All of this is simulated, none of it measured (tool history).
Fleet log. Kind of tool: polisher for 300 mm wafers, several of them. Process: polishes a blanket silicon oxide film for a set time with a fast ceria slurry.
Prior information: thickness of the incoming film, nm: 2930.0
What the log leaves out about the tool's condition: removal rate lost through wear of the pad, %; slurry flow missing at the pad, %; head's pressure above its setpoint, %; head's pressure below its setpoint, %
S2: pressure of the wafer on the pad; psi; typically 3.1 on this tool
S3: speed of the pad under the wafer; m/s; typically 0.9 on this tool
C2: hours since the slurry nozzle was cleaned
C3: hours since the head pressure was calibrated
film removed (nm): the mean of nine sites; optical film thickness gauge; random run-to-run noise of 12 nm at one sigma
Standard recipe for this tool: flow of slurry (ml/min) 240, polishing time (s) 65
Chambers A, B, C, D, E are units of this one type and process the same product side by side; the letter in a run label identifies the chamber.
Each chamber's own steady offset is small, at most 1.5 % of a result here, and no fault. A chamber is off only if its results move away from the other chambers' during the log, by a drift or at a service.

{"hour": 4.0, "done": "chamber B: worn pad replaced by a new one"}
{"run": "1A", "hour": 7.5, "flow of slurry (ml/min)": 240, "S2": 3.1, "S3": 0.9, "polishing time (s)": 65, "wafers polished on this pad": 670, "C2": 529.6, "C3": 199.8, "film removed (nm)": 865.14}
{"hour": 14.1, "done": "chamber C: worn pad replaced by a new one"}
{"run": "2C", "hour": 19.6, "flow of slurry (ml/min)": 240, "S2": 3.1, "S3": 0.9, "polishing time (s)": 65, "wafers polished on this pad": 62, "C2": 312.7, "C3": 649.7, "film removed (nm)": 892.71}
{"run": "3E", "hour": 28.2, "flow of slurry (ml/min)": 240, "S2": 3.1, "S3": 0.9, "polishing time (s)": 65, "wafers polished on this pad": 722, "C2": 82.2, "C3": 616, "film removed (nm)": 884.64}
{"run": "4B", "hour": 36.8, "flow of slurry (ml/min)": 240, "S2": 3.1, "S3": 0.9, "polishing time (s)": 65, "wafers polished on this pad": 367, "C2": 131.2, "C3": 121.1, "film removed (nm)": 880.82}
{"run": "5D", "hour": 43.4, "flow of slurry (ml/min)": 240, "S2": 3.1, "S3": 0.9, "polishing time (s)": 65, "wafers polished on this pad": 1010, "C2": 46.8, "C3": 727.4, "film removed (nm)": 903.92}
{"hour": 45.6, "done": "chamber D: head pressure recalibrated"}
{"run": "6C", "hour": 52.6, "flow of slurry (ml/min)": 240, "S2": 3.1, "S3": 0.9, "polishing time (s)": 65, "wafers polished on this pad": 431, "C2": 345.7, "C3": 682.7, "film removed (nm)": 879}
{"hour": 56.9, "done": "chamber A: worn pad replaced by a new one"}
{"hour": 62.4, "done": "chamber A: slurry nozzle cleaned"}
{"run": "7A", "hour": 63.4, "flow of slurry (ml/min)": 240, "S2": 2.5, "S3": 0.9, "polishing time (s)": 65, "wafers polished on this pad": 73, "C2": 1, "C3": 255.7, "film removed (nm)": 713.12}
{"hour": 71.1, "done": "chamber D: worn pad replaced by a new one"}
{"run": "8B", "hour": 75.1, "flow of slurry (ml/min)": 240, "S2": 2.5, "S3": 0.9, "polishing time (s)": 65, "wafers polished on this pad": 795, "C2": 169.5, "C3": 159.4, "film removed (nm)": 705.61}
{"run": "9D", "hour": 86.5, "flow of slurry (ml/min)": 240, "S2": 2.5, "S3": 0.9, "polishing time (s)": 65, "wafers polished on this pad": 173, "C2": 89.9, "C3": 40.9, "film removed (nm)": 721.51}
{"hour": 92.1, "done": "chamber B: worn pad replaced by a new one"}
{"run": "10E", "hour": 96.2, "flow of slurry (ml/min)": 240, "S2": 2.5, "S3": 0.9, "polishing time (s)": 65, "wafers polished on this pad": 1483, "C2": 150.2, "C3": 684, "film removed (nm)": 716.36}
{"run": "11D", "hour": 108.7, "flow of slurry (ml/min)": 240, "S2": 2.5, "S3": 0.9, "polishing time (s)": 65, "wafers polished on this pad": 421, "C2": 112.1, "C3": 63.1, "film removed (nm)": 711.44}
{"hour": 110.1, "done": "chamber E: worn pad replaced by a new one"}
{"run": "12B", "hour": 118.6, "flow of slurry (ml/min)": 210, "S2": 3.1, "S3": 0.74, "polishing time (s)": 65, "wafers polished on this pad": 296, "C2": 213, "C3": 202.9, "film removed (nm)": 710.37}
{"hour": 121.7, "done": "chamber B: slurry nozzle cleaned"}
{"run": "13C", "hour": 125.7, "flow of slurry (ml/min)": 210, "S2": 3.1, "S3": 0.74, "polishing time (s)": 65, "wafers polished on this pad": 1249, "C2": 418.8, "C3": 755.8, "film removed (nm)": 710.27}
{"hour": 125.9, "done": "chamber C: worn pad replaced by a new one"}
{"run": "14E", "hour": 133.9, "flow of slurry (ml/min)": 210, "S2": 3.1, "S3": 0.74, "polishing time (s)": 65, "wafers polished on this pad": 267, "C2": 187.9, "C3": 721.7, "film removed (nm)": 715.29}
{"hour": 141.2, "done": "chamber A: worn pad replaced by a new one"}
{"run": "15A", "hour": 147.4, "flow of slurry (ml/min)": 210, "S2": 3.1, "S3": 0.74, "polishing time (s)": 65, "wafers polished on this pad": 69, "C2": 85, "C3": 339.7, "film removed (nm)": 699.6}
{"hour": 147.5, "done": "chamber E: slurry nozzle cleaned"}
{"run": "16C", "hour": 160.6, "flow of slurry (ml/min)": 210, "S2": 3.1, "S3": 0.74, "polishing time (s)": 65, "wafers polished on this pad": 389, "C2": 453.7, "C3": 790.7, "film removed (nm)": 713.75}
{"run": "17D", "hour": 171.9, "flow of slurry (ml/min)": 165, "S2": 4.2, "S3": 0.9, "polishing time (s)": 65, "wafers polished on this pad": 1129, "C2": 175.3, "C3": 126.3, "film removed (nm)": 1164.3}
{"hour": 175.8, "done": "chamber D: worn pad replaced by a new one"}
{"run": "18B", "hour": 180.3, "flow of slurry (ml/min)": 165, "S2": 4.2, "S3": 0.9, "polishing time (s)": 65, "wafers polished on this pad": 987, "C2": 58.6, "C3": 264.6, "film removed (nm)": 1121.6}
{"run": "19E", "hour": 189.2, "flow of slurry (ml/min)": 165, "S2": 4.2, "S3": 0.9, "polishing time (s)": 65, "wafers polished on this pad": 886, "C2": 41.8, "C3": 777, "film removed (nm)": 1137.9}
{"hour": 197.6, "done": "chamber B: worn pad replaced by a new one"}
{"run": "20A", "hour": 201.0, "flow of slurry (ml/min)": 165, "S2": 4.2, "S3": 0.9, "polishing time (s)": 65, "wafers polished on this pad": 669, "C2": 138.6, "C3": 393.3, "film removed (nm)": 1141.1}
{"run": "21C", "hour": 207.5, "flow of slurry (ml/min)": 165, "S2": 4.2, "S3": 0.9, "polishing time (s)": 65, "wafers polished on this pad": 914, "C2": 500.6, "C3": 837.6, "film removed (nm)": 1130.6}
{"hour": 213.7, "done": "chamber C: worn pad replaced by a new one"}
{"run": "22A", "hour": 214.1, "flow of slurry (ml/min)": 240, "S2": 3.1, "S3": 0.9, "polishing time (s)": 65, "wafers polished on this pad": 816, "C2": 151.7, "C3": 406.4, "film removed (nm)": 885.38}
{"run": "23E", "hour": 227.2, "flow of slurry (ml/min)": 240, "S2": 3.1, "S3": 0.9, "polishing time (s)": 65, "wafers polished on this pad": 1311, "C2": 79.8, "C3": 815, "film removed (nm)": 868.08}
{"hour": 227.6, "done": "chamber E: worn pad replaced by a new one"}
{"run": "24D", "hour": 233.4, "flow of slurry (ml/min)": 240, "S2": 3.1, "S3": 0.9, "polishing time (s)": 65, "wafers polished on this pad": 645, "C2": 236.8, "C3": 187.8, "film removed (nm)": 900.22}
{"run": "25B", "hour": 244.6, "flow of slurry (ml/min)": 240, "S2": 3.1, "S3": 0.9, "polishing time (s)": 65, "wafers polished on this pad": 526, "C2": 122.9, "C3": 328.9, "film removed (nm)": 887.15}
{"hour": 247.6, "done": "chamber A: worn pad replaced by a new one"}
{"hour": 248.1, "done": "chamber C: slurry nozzle cleaned"}
{"run": "26B", "hour": 256.3, "flow of slurry (ml/min)": 240, "S2": 3.1, "S3": 0.9, "polishing time (s)": 65, "wafers polished on this pad": 657, "C2": 134.6, "C3": 340.6, "film removed (nm)": 871.11}
{"run": "27C", "hour": 270.1, "flow of slurry (ml/min)": 240, "S2": 3.1, "S3": 0.9, "polishing time (s)": 65, "wafers polished on this pad": 631, "C2": 22.1, "C3": 900.2, "film removed (nm)": 903.54}
{"run": "28A", "hour": 277.0, "flow of slurry (ml/min)": 240, "S2": 3.1, "S3": 0.9, "polishing time (s)": 65, "wafers polished on this pad": 330, "C2": 214.6, "C3": 469.3, "film removed (nm)": 900.8}
{"run": "29E", "hour": 289.0, "flow of slurry (ml/min)": 240, "S2": 3.1, "S3": 0.9, "polishing time (s)": 65, "wafers polished on this pad": 688, "C2": 141.6, "C3": 876.8, "film removed (nm)": 896.83}
{"hour": 290.6, "done": "chamber D: worn pad replaced by a new one"}
{"run": "30D", "hour": 301.9, "flow of slurry (ml/min)": 240, "S2": 3.1, "S3": 0.9, "polishing time (s)": 65, "wafers polished on this pad": 127, "C2": 305.3, "C3": 256.3, "film removed (nm)": 906.67}
{"run": "31A", "hour": 315.7, "flow of slurry (ml/min)": 240, "S2": 3.1, "S3": 0.9, "polishing time (s)": 65, "wafers polished on this pad": 763, "C2": 253.3, "C3": 508, "film removed (nm)": 873.87}

Predict what each chamber gives when all 5 of them run the settings below next.
{"run": "32A", "hour": 325.7, "flow of slurry (ml/min)": 270, "S2": 3.1, "S3": 0.9, "polishing time (s)": 65, "film removed (nm)": "?"}
{"run": "32B", "hour": 325.7, "flow of slurry (ml/min)": 270, "S2": 3.1, "S3": 0.9, "polishing time (s)": 65, "film removed (nm)": "?"}
{"run": "32C", "hour": 325.7, "flow of slurry (ml/min)": 270, "S2": 3.1, "S3": 0.9, "polishing time (s)": 65, "film removed (nm)": "?"}
{"run": "32D", "hour": 325.7, "flow of slurry (ml/min)": 270, "S2": 3.1, "S3": 0.9, "polishing time (s)": 65, "film removed (nm)": "?"}
{"run": "32E", "hour": 325.7, "flow of slurry (ml/min)": 270, "S2": 3.1, "S3": 0.9, "polishing time (s)": 65, "film removed (nm)": "?"}

run=32A film_removed_(nm)=885.21
run=32B film_removed_(nm)=882.48
run=32C film_removed_(nm)=909.02
run=32D film_removed_(nm)=911.48
run=32E film_removed_(nm)=902
